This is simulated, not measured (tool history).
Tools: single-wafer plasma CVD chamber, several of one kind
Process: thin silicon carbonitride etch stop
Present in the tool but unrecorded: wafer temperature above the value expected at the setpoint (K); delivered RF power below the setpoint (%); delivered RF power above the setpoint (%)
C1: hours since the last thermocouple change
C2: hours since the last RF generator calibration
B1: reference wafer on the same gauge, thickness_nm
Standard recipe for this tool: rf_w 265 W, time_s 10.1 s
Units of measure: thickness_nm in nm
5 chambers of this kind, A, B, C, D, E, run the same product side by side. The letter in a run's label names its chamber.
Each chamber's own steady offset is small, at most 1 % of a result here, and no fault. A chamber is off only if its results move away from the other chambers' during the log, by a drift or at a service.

run 1B hour=7.8 | rf_w=265 time_s=10.1 | C1=470.6 C2=2162.4 | B1=5.0789 | thickness_nm=6.2561
run 2D hour=17.3 | rf_w=265 time_s=10.1 | C1=183.7 C2=2156.9 | B1=5.0783 | thickness_nm=6.3092
run 3E hour=26.3 | rf_w=265 time_s=10.1 | C1=2364.9 C2=421.9 | B1=5.0768 | thickness_nm=6.2273
run 4C hour=35.1 | rf_w=265 time_s=10.1 | C1=1317.4 C2=563.4 | B1=5.0781 | thickness_nm=6.2733
run 5A hour=47.0 | rf_w=225 time_s=11.9 | C1=743.5 C2=1232.5 | B1=5.0770 | thickness_nm=6.9488
run 6C hour=55.7 | rf_w=225 time_s=11.9 | C1=1338.0 C2=584.0 | B1=5.0762 | thickness_nm=7.0268
run 7E hour=64.1 | rf_w=225 time_s=11.9 | C1=2402.7 C2=459.7 | B1=5.0739 | thickness_nm=6.9751
run 8B hour=74.4 | rf_w=225 time_s=11.9 | C1=537.2 C2=2229.0 | B1=5.0739 | thickness_nm=7.0163
run 9D hour=87.4 | rf_w=225 time_s=11.9 | C1=253.8 C2=2227.0 | B1=5.0727 | thickness_nm=7.0491
run 10A hour=95.3 | rf_w=265 time_s=12.0 | C1=791.8 C2=1280.8 | B1=5.0741 | thickness_nm=7.3708
run 11A hour=103.6 | rf_w=265 time_s=12.0 | C1=800.1 C2=1289.1 | B1=5.0725 | thickness_nm=7.3731
run 12E hour=115.5 | rf_w=265 time_s=12.0 | C1=2454.1 C2=511.1 | B1=5.0715 | thickness_nm=7.4010
run 13B hour=123.6 | rf_w=265 time_s=12.0 | C1=586.4 C2=2278.2 | B1=5.0713 | thickness_nm=7.4218
run 14C hour=133.4 | rf_w=265 time_s=12.0 | C1=1415.7 C2=661.7 | B1=5.0695 | thickness_nm=7.4240
-- hour=140.0 chamber A: RF generator calibrated
run 15D hour=144.5 | rf_w=265 time_s=10.1 | C1=310.9 C2=2284.1 | B1=5.0696 | thickness_nm=6.2946
run 16B hour=150.9 | rf_w=265 time_s=10.1 | C1=613.7 C2=2305.5 | B1=5.0682 | thickness_nm=6.2606
-- hour=153.2 chamber D: RF generator calibrated
run 17D hour=156.7 | rf_w=265 time_s=10.1 | C1=323.1 C2=3.5 | B1=5.0688 | thickness_nm=6.2898
run 18C hour=167.6 | rf_w=280 time_s=9.1 | C1=1449.9 C2=695.9 | B1=5.0694 | thickness_nm=5.7158
run 19A hour=174.6 | rf_w=280 time_s=9.1 | C1=871.1 C2=34.7 | B1=5.0672 | thickness_nm=5.6981
run 20E hour=187.6 | rf_w=280 time_s=9.1 | C1=2526.2 C2=583.2 | B1=5.0661 | thickness_nm=5.6983
run 21E hour=197.2 | rf_w=280 time_s=9.1 | C1=2535.8 C2=592.8 | B1=5.0649 | thickness_nm=5.7101
run 22A hour=203.7 | rf_w=280 time_s=9.1 | C1=900.2 C2=63.8 | B1=5.0667 | thickness_nm=5.6870
run 23C hour=213.7 | rf_w=265 time_s=10.1 | C1=1496.0 C2=742.0 | B1=5.0634 | thickness_nm=6.2427
run 24D hour=224.4 | rf_w=265 time_s=10.1 | C1=390.8 C2=71.2 | B1=5.0638 | thickness_nm=6.2786
run 25B hour=235.2 | rf_w=265 time_s=10.1 | C1=698.0 C2=2389.8 | B1=5.0625 | thickness_nm=6.2396
run 26C hour=244.4 | rf_w=265 time_s=10.1 | C1=1526.7 C2=772.7 | B1=5.0613 | thickness_nm=6.2479
run 27E hour=252.8 | rf_w=265 time_s=10.1 | C1=2591.4 C2=648.4 | B1=5.0624 | thickness_nm=6.2242
run 28D hour=263.3 | rf_w=265 time_s=10.1 | C1=429.7 C2=110.1 | B1=5.0596 | thickness_nm=6.3028
run 29A hour=272.7 | rf_w=265 time_s=10.1 | C1=969.2 C2=132.8 | B1=5.0590 | thickness_nm=6.2025
run 30B hour=279.9 | rf_w=265 time_s=10.1 | C1=742.7 C2=2434.5 | B1=5.0598 | thickness_nm=6.2280
run 31C hour=290.9 | rf_w=265 time_s=10.1 | C1=1573.2 C2=819.2 | B1=5.0588 | thickness_nm=6.2530
-- hour=302.5 chamber B: RF generator calibrated
run 32D hour=303.9 | rf_w=285 time_s=11.4 | C1=470.3 C2=150.7 | B1=5.0590 | thickness_nm=7.2541
run 33E hour=312.7 | rf_w=285 time_s=11.4 | C1=2651.3 C2=708.3 | B1=5.0583 | thickness_nm=7.1584
run 34B hour=321.2 | rf_w=285 time_s=11.4 | C1=784.0 C2=18.8 | B1=5.0565 | thickness_nm=7.1961
run 35A hour=331.5 | rf_w=285 time_s=11.4 | C1=1028.0 C2=191.6 | B1=5.0579 | thickness_nm=7.1606
run 36E hour=341.6 | rf_w=285 time_s=11.4 | C1=2680.2 C2=737.2 | B1=5.0537 | thickness_nm=7.1512
run 37D hour=349.1 | rf_w=265 time_s=10.1 | C1=515.5 C2=195.9 | B1=5.0551 | thickness_nm=6.2842
run 38C hour=357.0 | rf_w=265 time_s=8.2 | C1=1639.3 C2=885.3 | B1=5.0536 | thickness_nm=5.0679

All chambers now run identical settings, listed one chamber a line with results as question marks. What results will each chamber show?
run 39A hour=366.4 | rf_w=265 time_s=10.1 | thickness_nm=?
run 39B hour=366.4 | rf_w=265 time_s=10.1 | thickness_nm=?
run 39C hour=366.4 | rf_w=265 time_s=10.1 | thickness_nm=?
run 39D hour=366.4 | rf_w=265 time_s=10.1 | thickness_nm=?
run 39E hour=366.4 | rf_w=265 time_s=10.1 | thickness_nm=?

run=39A thickness_nm=6.1866
run=39B thickness_nm=6.2309
run=39C thickness_nm=6.2325
run=39D thickness_nm=6.2773
run=39E thickness_nm=6.1939
